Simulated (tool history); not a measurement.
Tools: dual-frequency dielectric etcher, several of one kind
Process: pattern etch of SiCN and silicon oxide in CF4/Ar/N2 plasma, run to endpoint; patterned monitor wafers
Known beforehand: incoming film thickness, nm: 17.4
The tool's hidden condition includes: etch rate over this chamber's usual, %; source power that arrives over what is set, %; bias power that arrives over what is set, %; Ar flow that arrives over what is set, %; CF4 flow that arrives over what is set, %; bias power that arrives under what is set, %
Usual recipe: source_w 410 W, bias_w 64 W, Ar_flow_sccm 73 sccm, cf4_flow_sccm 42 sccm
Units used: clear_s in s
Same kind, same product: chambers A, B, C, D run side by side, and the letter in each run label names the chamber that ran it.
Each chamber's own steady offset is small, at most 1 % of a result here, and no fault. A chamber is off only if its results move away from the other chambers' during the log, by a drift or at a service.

run   hour  source_w  bias_w  Ar_flow_sccm  cf4_flow_sccm  hours since the last wet clean  hours since the last source power generator calibration  hours since the last bias power generator calibration  hours since the last Ar flow controller change  hours since the last CF4 flow controller change  clear_s
 1C   12.7       410      64            73             42                           159.7                                                   2029.6                                                 1572.5                                          1309.0                                           1817.7   23.594
 2A   22.7       410      64            73             42                           259.3                                                   2814.5                                                  703.6                                           253.0                                           3614.3   23.561
 3D   33.3       410      64            73             42                           590.9                                                   1849.8                                                 2539.1                                          3522.3                                            453.1   23.451
 4B   45.6       410      64            73             42                           165.5                                                    801.6                                                 2449.2                                          1149.8                                           3405.0   23.453
 5A   53.9       410      64            73             42                           290.5                                                   2845.7                                                  734.8                                           284.2                                           3645.5   23.645
 6B   64.8       410      64            73             42                           184.7                                                    820.8                                                 2468.4                                          1169.0                                           3424.2   23.641
 7D   76.7       410      64            73             42                           634.3                                                   1893.2                                                 2582.5                                          3565.7                                            496.5   23.465
      77.2  -- chamber D: wet clean of the chamber
 8C   87.9       410      64            73             42                           234.9                                                   2104.8                                                 1647.7                                          1384.2                                           1892.9   23.471
 9D   98.7       410      64            73             42                            21.5                                                   1915.2                                                 2604.5                                          3587.7                                            518.5   23.571
     100.3  -- chamber C: source power generator calibrated
10A  112.6       410      64            73             42                           349.2                                                   2904.4                                                  793.5                                           342.9                                           3704.2   23.603
11C  122.2       410      64            73             42                           269.2                                                     22.0                                                 1682.0                                          1418.5                                           1927.2   23.458
12B  132.5       410      64            73             42                           252.4                                                    888.5                                                 2536.1                                          1236.7                                           3491.9   23.410
13C  143.1       410      64            73             42                           290.1                                                     42.9                                                 1702.9                                          1439.4                                           1948.1   23.525
14B  154.0       410      64            73             42                           273.9                                                    910.0                                                 2557.6                                          1258.2                                           3513.4   23.443
15D  161.0       410      64            73             42                            83.8                                                   1977.5                                                 2666.8                                          3650.0                                            580.8   23.583
16A  174.1       410      64            73             42                           410.7                                                   2965.9                                                  855.0                                           404.4                                           3765.7   23.660
     181.1  -- chamber A: wet clean of the chamber
17B  181.6       410      64            73             42                           301.5                                                    937.6                                                 2585.2                                          1285.8                                           3541.0   23.457
18A  191.0       410      64            73             42                            10.0                                                   2982.8                                                  871.9                                           421.3                                           3782.6   23.676
19D  202.1       410      64            73             42                           124.9                                                   2018.6                                                 2707.9                                          3691.1                                            621.9   23.427
20C  209.3       410      64            73             42                           356.3                                                    109.1                                                 1769.1                                          1505.6                                           2014.3   23.225
21C  219.5       410      64            73             42                           366.5                                                    119.3                                                 1779.3                                          1515.8                                           2024.5   23.170
22A  228.8       410      64            73             42                            47.8                                                   3020.6                                                  909.7                                           459.1                                           3820.4   23.586
23B  240.7       410      64            73             42                           360.6                                                    996.7                                                 2644.3                                          1344.9                                           3600.1   23.551
     254.0  -- chamber B: wet clean of the chamber
24D  254.3       410      69            73             42                           177.1                                                   2070.8                                                 2760.1                                          3743.3                                            674.1   22.981
     254.9  -- chamber D: source power generator calibrated
25A  268.9       410      69            73             42                            87.9                                                   3060.7                                                  949.8                                           499.2                                           3860.5   23.110
26C  277.0       410      69            73             42                           424.0                                                    176.8                                                 1836.8                                          1573.3                                           2082.0   22.476
27B  284.2       410      69            73             42                            30.3                                                   1040.2                                                 2687.8                                          1388.4                                           3643.6   22.800
28D  299.3       410      64            73             42                           222.1                                                     44.5                                                 2805.1                                          3788.3                                            719.1   23.516
29A  310.9       410      64            73             42                           129.9                                                   3102.7                                                  991.8                                           541.2                                           3902.5   23.851
     318.4  -- chamber C: CF4 flow controller replaced
30B  318.8       410      64            73             42                            64.9                                                   1074.8                                                 2722.4                                          1423.0                                           3678.2   23.558
     323.2  -- chamber D: bias power generator calibrated
31D  328.0       410      64            73             42                           250.8                                                     73.2                                                    4.8                                          3817.0                                            747.8   23.528
32C  335.0       410      64            73             42                           482.0                                                    234.8                                                 1894.8                                          1631.3                                             16.7   22.976
33D  343.9       410      64            73             42                           266.7                                                     89.1                                                   20.7                                          3832.9                                            763.7   23.498
34B  356.7       410      64            73             42                           102.8                                                   1112.7                                                 2760.3                                          1460.9                                           3716.1   23.508
35C  367.7       410      64            73             42                           514.7                                                    267.5                                                 1927.5                                          1664.0                                             49.4   22.923
36A  383.3       350      64            89             42                           202.3                                                   3175.1                                                 1064.2                                           613.6                                           3974.9   28.042
37C  392.3       350      64            89             42                           539.3                                                    292.1                                                 1952.1                                          1688.6                                             74.0   27.042
38D  400.1       350      64            89             42                           322.9                                                    145.3                                                   76.9                                          3889.1                                            819.9   27.838
39A  410.0       350      64            89             42                           229.0                                                   3201.8                                                 1090.9                                           640.3                                           4001.6   28.257
40B  420.5       410      64            73             42                           166.6                                                   1176.5                                                 2824.1                                          1524.7                                           3779.9   23.496
41C  427.4       410      64            73             42                           574.4                                                    327.2                                                 1987.2                                          1723.7                                            109.1   22.736
42B  439.6       410      64            73             42                           185.7                                                   1195.6                                                 2843.2                                          1543.8                                           3799.0   23.544
43A  455.3       410      64            73             42                           274.3                                                   3247.1                                                 1136.2                                           685.6                                           4046.9   23.656

What goes on in this fleet: one chamber off, a drifting gauge, or nothing beyond the chambers' own small offsets? Name the chamber and the cause, if any.

Little by little, chamber C moves away from the other chambers.
Cause: etch rate over this chamber's usual, % = 3.5.

Chamber C could run next with any of the 4 candidate recipes listed below; each alters the usual settings, and their results appear as question marks. Which one brings its results back in line with what the other chambers deliver on the usual settings?
Maximum distance from the other chambers' mean on the usual settings for a result to count as in line: clear_s 0.270 s
44C-1  466.6       410      59            73             40                                                                                                                                                                                                                                                         ?
44C-2  466.6       410      64            65             47                                                                                                                                                                                                                                                         ?
44C-3  466.6       410      62            73             41                                                                                                                                                                                                                                                         ?
44C-4  466.6       410      64            70             44                                                                                                                                                                                                                                                         ?

Usual-settings mean across the other chambers: clear_s 23.581 s
  run  clear_s
44C-1   23.593
44C-2   21.971
44C-3   23.108
44C-4   22.453
44C-1 brings the chamber back in line.
